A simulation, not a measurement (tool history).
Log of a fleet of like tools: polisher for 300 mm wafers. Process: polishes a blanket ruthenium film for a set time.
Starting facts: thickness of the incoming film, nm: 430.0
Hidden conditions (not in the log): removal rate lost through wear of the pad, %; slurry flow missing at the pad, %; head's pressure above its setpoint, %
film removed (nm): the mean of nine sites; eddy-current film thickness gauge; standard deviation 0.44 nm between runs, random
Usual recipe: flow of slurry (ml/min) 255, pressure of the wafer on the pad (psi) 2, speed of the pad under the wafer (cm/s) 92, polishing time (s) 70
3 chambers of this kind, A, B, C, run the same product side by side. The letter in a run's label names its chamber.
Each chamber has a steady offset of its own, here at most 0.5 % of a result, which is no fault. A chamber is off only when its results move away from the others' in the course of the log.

run,day,flow of slurry (ml/min),pressure of the wafer on the pad (psi),speed of the pad under the wafer (cm/s),polishing time (s),wafers polished on this pad,hours since the slurry nozzle was cleaned,hours since the head pressure was calibrated,film removed (nm)
# day 0.042: chamber B: worn pad replaced by a new one
1C,0.288,255,2,92,70,392,274.1,417.7,72.084
# day 0.375: chamber A: worn pad replaced by a new one
2B,0.479,255,2,92,70,134,130,22.5,71.88
3A,0.75,255,2,92,70,114,137.4,322.2,72.913
4A,0.988,255,2,92,70,187,143.1,327.9,72.501
5B,1.271,255,2,92,70,374,149,41.5,72.76
6C,1.5,255,2,92,70,761,303.2,446.8,71.485
7A,1.729,255,2,92,70,412,160.9,345.7,72.47
8C,2.042,255,2,92,70,925,316.2,459.8,71.969
# day 2.05: chamber C: slurry nozzle cleaned
# day 2.258: chamber B: worn pad replaced by a new one
9B,2.367,255,2,92,70,34,175.3,67.8,71.738
# day 2.592: chamber C: worn pad replaced by a new one
10B,2.704,255,1.7,92,58,136,183.4,75.9,50.75
# day 2.783: chamber A: worn pad replaced by a new one
11A,2.942,255,1.7,92,58,49,190,374.8,51.342
12C,3.129,255,1.7,92,58,164,25.9,485.9,50.802
13A,3.5,255,2,92,70,218,203.4,388.2,72.094
14C,3.729,255,2,92,70,346,40.3,500.3,71.623
15B,4.038,255,2,92,70,541,215.4,107.9,72.44
16C,4.371,255,2,92,70,541,55.7,515.7,71.618
# day 4.604: chamber B: worn pad replaced by a new one
17A,4.667,255,2,92,70,573,231.4,416.2,72.778
18B,4.967,255,2,92,70,110,237.7,130.2,72.359
19A,5.25,255,2,92,70,750,245.4,430.2,72.629
20C,5.458,255,2,92,70,872,81.8,541.8,72.318
# day 5.608: chamber A: worn pad replaced by a new one
21B,5.812,255,2,92,70,367,258,150.5,71.869
# day 6.021: chamber C: worn pad replaced by a new one
22B,6.067,255,2,92,70,445,264.1,156.6,71.989
23C,6.317,255,2,92,70,91,102.4,562.4,71.557
24A,6.646,255,2,92,70,316,278.9,463.7,72.138
25A,6.921,255,2,80,70,399,285.5,470.3,62.987
# day 7.096: chamber B: worn pad replaced by a new one
26C,7.212,255,2,80,70,363,123.9,583.9,63.421
27B,7.504,255,2,80,70,124,298.6,191.1,62.414
28C,7.771,255,2,92,70,532,137.3,597.3,71.197
29A,8.054,255,2,92,70,743,312.7,497.5,72.786
# day 8.096: chamber A: worn pad replaced by a new one
30B,8.246,255,2,92,70,350,316.4,208.9,71.573
31C,8.417,255,2,92,70,729,152.8,612.8,72.418
32B,8.625,255,2,92,70,465,325.5,218,71.856
# day 8.692: chamber A: head pressure recalibrated
33A,8.979,255,2,92,70,268,334.9,6.9,72.14
34C,9.262,255,2,92,70,986,173.1,633.1,73.041
# day 9.392: chamber B: worn pad replaced by a new one
# day 9.454: chamber C: worn pad replaced by a new one
35A,9.517,255,2,92,70,432,347.8,19.8,71.668
36B,9.725,255,2,92,70,101,351.9,244.4,72.641
37C,10.088,320,2,92,92,193,192.9,652.9,96.77
38A,10.308,320,2,92,92,672,366.8,38.8,96.958

Decide between three cases: one chamber stands off from its peers, the gauge reading all wafers drifts, or nothing is wrong past each chamber's small offset. Where a chamber is off, say which and what most likely put it there.

Beyond each chamber's small constant offset nothing stands out, and the gauge stays steady.
